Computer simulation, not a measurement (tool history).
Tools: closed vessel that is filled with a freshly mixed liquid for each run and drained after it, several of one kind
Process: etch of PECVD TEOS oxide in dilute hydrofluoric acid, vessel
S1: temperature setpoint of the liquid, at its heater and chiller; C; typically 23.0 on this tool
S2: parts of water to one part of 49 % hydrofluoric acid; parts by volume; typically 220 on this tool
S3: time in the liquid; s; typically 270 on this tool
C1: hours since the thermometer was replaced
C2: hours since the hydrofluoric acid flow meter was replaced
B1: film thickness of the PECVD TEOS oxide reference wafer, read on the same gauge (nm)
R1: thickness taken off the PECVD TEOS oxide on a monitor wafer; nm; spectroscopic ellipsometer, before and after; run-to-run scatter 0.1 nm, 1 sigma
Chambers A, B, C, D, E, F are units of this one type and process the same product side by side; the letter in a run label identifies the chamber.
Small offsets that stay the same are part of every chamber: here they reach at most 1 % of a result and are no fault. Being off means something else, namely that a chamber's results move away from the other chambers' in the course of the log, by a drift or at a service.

run	hour	S1	S2	S3	C1	C2	B1	R1
1F	4.5	23.0	220	270	1605.2	741.4	109.99	11.0700
2E	7.5	23.0	220	270	1780.7	348.1	110.03	10.8840
3A	11.7	23.0	220	270	1538.9	445.9	109.99	11.1140
4B	14.4	23.0	220	270	107.5	395.3	110.02	10.8760
5C	17.3	23.0	220	270	1615.0	556.8	110.02	11.1820
6D	21.0	23.0	220	270	307.9	875.7	109.96	11.0460
7F	25.2	23.0	220	270	1625.9	762.1	109.97	11.2240
8B	27.5	23.0	220	270	120.6	408.4	109.98	10.8840
9A	30.6	23.0	220	270	1557.8	464.8	110.01	11.1730
10C	33.3	23.0	220	270	1631.0	572.8	109.99	11.1950
11E	36.2	23.0	220	270	1809.4	376.8	110.03	10.8400
12D	39.3	23.0	220	270	326.2	894.0	110.01	11.1040
13D	44.0	23.0	220	270	330.9	898.7	109.99	10.9120
14B	49.1	23.0	220	270	142.2	430.0	109.99	11.0320
15A	51.7	23.0	220	270	1578.9	485.9	109.99	11.1350
16E	56.8	23.0	220	380	1830.0	397.4	110.03	15.2820
17F	60.6	23.0	220	380	1661.3	797.5	110.01	15.3920
18C	63.1	23.0	220	380	1660.8	602.6	109.98	15.6050
19D	67.2	23.0	220	380	354.1	921.9	109.99	15.3300
# hour 69.1: chamber C: hydrofluoric acid flow meter replaced
20E	72.6	23.0	220	380	1845.8	413.2	110.01	15.3630
21C	76.0	23.0	220	380	1673.7	6.9	109.99	15.6040
22B	79.1	23.0	220	270	172.2	460.0	110.01	10.9030
23A	84.5	23.0	220	270	1611.7	518.7	110.01	11.0140
24F	88.8	23.0	220	270	1689.5	825.7	109.96	11.1560
25C	93.7	23.0	265	270	1691.4	24.6	110.00	8.8781
26F	97.4	23.0	265	270	1698.1	834.3	109.99	8.7945
27E	101.3	23.0	265	270	1874.5	441.9	109.97	8.7298
28B	105.8	23.0	265	270	198.9	486.7	109.99	8.6717
29D	108.3	23.0	265	270	395.2	963.0	109.99	8.4852
30A	111.6	23.0	265	270	1638.8	545.8	109.98	8.7148
31D	115.0	23.0	220	270	401.9	969.7	110.00	10.6150
32F	120.0	23.0	220	270	1720.7	856.9	110.02	10.8910
33A	123.8	23.0	220	270	1651.0	558.0	110.03	10.9890
34B	129.0	27.5	220	190	222.1	509.9	110.02	9.1239
35C	132.3	27.5	220	190	1730.0	63.2	110.02	9.1872
36E	137.7	27.5	220	190	1910.9	478.3	110.01	8.8514
37C	142.8	27.5	220	190	1740.5	73.7	110.02	9.1100
38D	147.9	27.5	220	190	434.8	1002.6	110.01	8.7257
39B	151.6	27.5	220	190	244.7	532.5	110.01	9.0243
40E	156.3	23.0	220	270	1929.5	496.9	109.99	11.0040
41F	158.9	23.0	220	270	1759.6	895.8	109.98	11.1520

Each of the 6 chambers runs these same settings next. Fill in every chamber's results:
42A	162.8	23.0	220	270				?
42B	162.8	23.0	220	270				?
42C	162.8	23.0	220	270				?
42D	162.8	23.0	220	270				?
42E	162.8	23.0	220	270				?
42F	162.8	23.0	220	270				?

run	R1
42A	11.1830
42B	10.8320
42C	11.1190
42D	10.1590
42E	10.9830
42F	11.2300
